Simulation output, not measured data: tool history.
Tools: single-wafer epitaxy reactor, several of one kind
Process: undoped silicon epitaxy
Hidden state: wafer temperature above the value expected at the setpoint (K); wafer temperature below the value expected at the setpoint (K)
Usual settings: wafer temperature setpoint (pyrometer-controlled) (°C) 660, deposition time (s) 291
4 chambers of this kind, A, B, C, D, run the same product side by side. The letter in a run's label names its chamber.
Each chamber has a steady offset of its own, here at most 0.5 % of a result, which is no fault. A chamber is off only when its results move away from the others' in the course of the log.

run	hour	wafer temperature setpoint (pyrometer-controlled) (°C)	deposition time (s)	hours since the last pyrometer calibration	read-back reference wafer on the same gauge, thickness_nm	mean film thickness on the monitor wafer (Å)
1B	11.0	660	291	1351.4	58.768	612.66
2C	19.3	660	291	614.8	58.805	604.32
3A	27.0	660	291	785.6	58.780	610.52
4D	36.0	660	291	1375.0	58.849	608.36
5D	49.4	660	291	1388.4	58.853	603.61
6C	65.2	660	291	660.7	58.831	599.00
7A	73.7	660	291	832.3	58.764	605.32
8B	81.7	660	291	1422.1	58.746	610.63
9C	91.3	660	291	686.8	58.781	605.08
10D	98.5	660	291	1437.5	58.771	608.81
11A	109.2	660	291	867.8	58.824	607.79
12B	122.8	660	291	1463.2	58.731	609.68
# hour 125.7: chamber D: pyrometer calibrated
13D	135.0	660	291	9.4	58.763	580.92
14A	143.2	660	291	901.8	58.815	603.51
15B	157.6	660	325	1498.0	58.777	682.39
16C	165.5	660	325	761.0	58.763	678.27
17B	173.7	660	325	1514.1	58.745	677.46
18D	187.6	660	325	62.0	58.738	647.90
19C	199.1	649	291	794.6	58.787	473.91
20A	207.4	649	291	966.0	58.845	480.16
21D	218.8	649	291	93.2	58.857	458.50
22B	226.7	649	291	1567.1	58.883	479.01
23C	240.5	651	340	836.0	58.815	582.84
24A	252.6	651	340	1011.2	58.807	583.29
25B	259.9	651	340	1600.3	58.759	580.79
26A	275.7	651	340	1034.3	58.827	586.94
27D	286.0	660	291	160.4	58.819	578.70
28C	295.8	660	291	891.3	58.751	605.09
29D	310.5	660	291	184.9	58.783	579.47

All 4 chambers run these settings next. Forecast each chamber's results:
30A	321.8	660	291			?
30B	321.8	660	291			?
30C	321.8	660	291			?
30D	321.8	660	291			?

run	mean film thickness on the monitor wafer (Å)
30A	609.92
30B	607.99
30C	599.60
30D	579.32
